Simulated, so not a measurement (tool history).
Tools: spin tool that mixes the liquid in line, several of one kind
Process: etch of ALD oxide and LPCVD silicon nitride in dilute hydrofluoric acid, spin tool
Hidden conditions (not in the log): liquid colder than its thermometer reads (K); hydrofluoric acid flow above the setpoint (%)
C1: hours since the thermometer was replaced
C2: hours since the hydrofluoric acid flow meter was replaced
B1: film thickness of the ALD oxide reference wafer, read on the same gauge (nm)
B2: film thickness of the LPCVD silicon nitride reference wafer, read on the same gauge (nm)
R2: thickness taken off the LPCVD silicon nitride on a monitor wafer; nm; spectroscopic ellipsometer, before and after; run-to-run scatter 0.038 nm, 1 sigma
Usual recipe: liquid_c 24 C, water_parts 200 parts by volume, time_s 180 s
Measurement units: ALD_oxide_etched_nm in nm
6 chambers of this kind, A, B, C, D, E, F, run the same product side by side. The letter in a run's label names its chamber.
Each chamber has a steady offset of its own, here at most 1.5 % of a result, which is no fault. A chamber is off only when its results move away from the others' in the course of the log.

run 1B hour=5.4 | liquid_c=24 water_parts=200 time_s=180 | C1=208 C2=72.3 | B1=49.982 B2=129.95 | ALD_oxide_etched_nm=12.853 R2=0.39808
run 2D hour=14.6 | liquid_c=24 water_parts=200 time_s=180 | C1=512.7 C2=204.5 | B1=49.975 B2=129.98 | ALD_oxide_etched_nm=12.721 R2=0.40052
-- hour=15.8 chamber E: hydrofluoric acid flow meter replaced
run 3A hour=24.4 | liquid_c=24 water_parts=200 time_s=180 | C1=1488.8 C2=109.6 | B1=50.033 B2=130.01 | ALD_oxide_etched_nm=12.706 R2=0.4101
run 4F hour=35.3 | liquid_c=24 water_parts=200 time_s=180 | C1=661.1 C2=201.9 | B1=50.008 B2=130.02 | ALD_oxide_etched_nm=12.693 R2=0.35828
run 5C hour=44.5 | liquid_c=24 water_parts=200 time_s=180 | C1=2222.2 C2=1665.4 | B1=49.992 B2=130 | ALD_oxide_etched_nm=12.573 R2=0.37755
run 6E hour=51.4 | liquid_c=24 water_parts=200 time_s=180 | C1=86.8 C2=35.6 | B1=49.989 B2=129.99 | ALD_oxide_etched_nm=12.638 R2=0.45882
run 7F hour=56.9 | liquid_c=24 water_parts=200 time_s=180 | C1=682.7 C2=223.5 | B1=50.008 B2=130 | ALD_oxide_etched_nm=12.622 R2=0.40893
run 8C hour=66.9 | liquid_c=24 water_parts=200 time_s=180 | C1=2244.6 C2=1687.8 | B1=50.004 B2=130.04 | ALD_oxide_etched_nm=12.599 R2=0.43942
run 9E hour=72.8 | liquid_c=24 water_parts=200 time_s=180 | C1=108.2 C2=57 | B1=49.987 B2=129.97 | ALD_oxide_etched_nm=12.614 R2=0.43387
run 10D hour=79.4 | liquid_c=24 water_parts=200 time_s=180 | C1=577.5 C2=269.3 | B1=50.017 B2=130.01 | ALD_oxide_etched_nm=12.699 R2=0.45504
run 11B hour=88.1 | liquid_c=24 water_parts=200 time_s=115 | C1=290.7 C2=155 | B1=49.955 B2=129.99 | ALD_oxide_etched_nm=8.1265 R2=0.27961
-- hour=90.8 chamber C: hydrofluoric acid flow meter replaced
run 12A hour=98.4 | liquid_c=24 water_parts=200 time_s=115 | C1=1562.8 C2=183.6 | B1=49.996 B2=129.96 | ALD_oxide_etched_nm=8.1589 R2=0.28101
run 13B hour=108 | liquid_c=24 water_parts=200 time_s=115 | C1=310.6 C2=174.9 | B1=50.021 B2=129.99 | ALD_oxide_etched_nm=8.133 R2=0.28531
run 14F hour=116.9 | liquid_c=24 water_parts=200 time_s=115 | C1=742.7 C2=283.5 | B1=49.975 B2=130.01 | ALD_oxide_etched_nm=8.1673 R2=0.2722
run 15C hour=126.9 | liquid_c=24 water_parts=200 time_s=115 | C1=2304.6 C2=36.2 | B1=49.989 B2=129.98 | ALD_oxide_etched_nm=8.0284 R2=0.27009
run 16D hour=133.4 | liquid_c=24 water_parts=200 time_s=115 | C1=631.5 C2=323.3 | B1=49.984 B2=129.96 | ALD_oxide_etched_nm=8.1934 R2=0.26283
run 17A hour=142.2 | liquid_c=24 water_parts=200 time_s=180 | C1=1606.6 C2=227.4 | B1=50.015 B2=130.01 | ALD_oxide_etched_nm=12.739 R2=0.37451
run 18E hour=152.6 | liquid_c=24 water_parts=200 time_s=180 | C1=188 C2=136.8 | B1=49.972 B2=130 | ALD_oxide_etched_nm=12.599 R2=0.39264
run 19F hour=163.8 | liquid_c=24 water_parts=200 time_s=180 | C1=789.6 C2=330.4 | B1=49.984 B2=130.01 | ALD_oxide_etched_nm=12.747 R2=0.38469
run 20B hour=171.2 | liquid_c=24 water_parts=245 time_s=260 | C1=373.8 C2=238.1 | B1=49.991 B2=129.97 | ALD_oxide_etched_nm=14.258 R2=0.43313
run 21D hour=178.9 | liquid_c=24 water_parts=245 time_s=260 | C1=677 C2=368.8 | B1=49.981 B2=130.02 | ALD_oxide_etched_nm=14.325 R2=0.43863
run 22C hour=184.7 | liquid_c=24 water_parts=245 time_s=260 | C1=2362.4 C2=94 | B1=49.991 B2=129.99 | ALD_oxide_etched_nm=14.08 R2=0.59161
run 23A hour=194.3 | liquid_c=24 water_parts=245 time_s=260 | C1=1658.7 C2=279.5 | B1=50.031 B2=130 | ALD_oxide_etched_nm=14.307 R2=0.45752
run 24E hour=202.3 | liquid_c=24 water_parts=245 time_s=260 | C1=237.7 C2=186.5 | B1=50.012 B2=130 | ALD_oxide_etched_nm=14.105 R2=0.47325
run 25B hour=211.9 | liquid_c=24 water_parts=245 time_s=260 | C1=414.5 C2=278.8 | B1=50.005 B2=130.02 | ALD_oxide_etched_nm=14.172 R2=0.46529
run 26E hour=220.6 | liquid_c=24 water_parts=200 time_s=180 | C1=256 C2=204.8 | B1=49.997 B2=130.01 | ALD_oxide_etched_nm=12.634 R2=0.38811
run 27D hour=227.6 | liquid_c=24 water_parts=200 time_s=180 | C1=725.7 C2=417.5 | B1=49.981 B2=129.99 | ALD_oxide_etched_nm=12.726 R2=0.41191
run 28A hour=234.7 | liquid_c=24 water_parts=200 time_s=180 | C1=1699.1 C2=319.9 | B1=50.013 B2=129.99 | ALD_oxide_etched_nm=12.692 R2=0.41082
run 29F hour=242.9 | liquid_c=24 water_parts=200 time_s=180 | C1=868.7 C2=409.5 | B1=49.977 B2=130.01 | ALD_oxide_etched_nm=12.659 R2=0.44135
run 30C hour=250.3 | liquid_c=24 water_parts=200 time_s=180 | C1=2428 C2=159.6 | B1=50.004 B2=130 | ALD_oxide_etched_nm=12.517 R2=0.34172
run 31B hour=256.4 | liquid_c=24 water_parts=200 time_s=180 | C1=459 C2=323.3 | B1=49.97 B2=129.95 | ALD_oxide_etched_nm=12.755 R2=0.4115
run 32F hour=263.9 | liquid_c=24 water_parts=200 time_s=180 | C1=889.7 C2=430.5 | B1=49.989 B2=129.96 | ALD_oxide_etched_nm=12.633 R2=0.33032
run 33A hour=272.7 | liquid_c=24 water_parts=200 time_s=180 | C1=1737.1 C2=357.9 | B1=49.986 B2=129.99 | ALD_oxide_etched_nm=12.723 R2=0.40549
run 34E hour=280.6 | liquid_c=24 water_parts=200 time_s=180 | C1=316 C2=264.8 | B1=49.985 B2=129.99 | ALD_oxide_etched_nm=12.553 R2=0.47235
run 35D hour=291.6 | liquid_c=24 water_parts=200 time_s=180 | C1=789.7 C2=481.5 | B1=49.974 B2=130 | ALD_oxide_etched_nm=12.761 R2=0.39858
run 36C hour=299.8 | liquid_c=24 water_parts=200 time_s=180 | C1=2477.5 C2=209.1 | B1=50.016 B2=130.01 | ALD_oxide_etched_nm=12.655 R2=0.35805

Is one chamber out of step, is the gauge drifting, or do the chambers differ by no more than their own small offsets? For an off chamber, give its letter and the likeliest cause.

Nothing is wrong: each chamber keeps only its own small, steady offset and the gauge holds still.

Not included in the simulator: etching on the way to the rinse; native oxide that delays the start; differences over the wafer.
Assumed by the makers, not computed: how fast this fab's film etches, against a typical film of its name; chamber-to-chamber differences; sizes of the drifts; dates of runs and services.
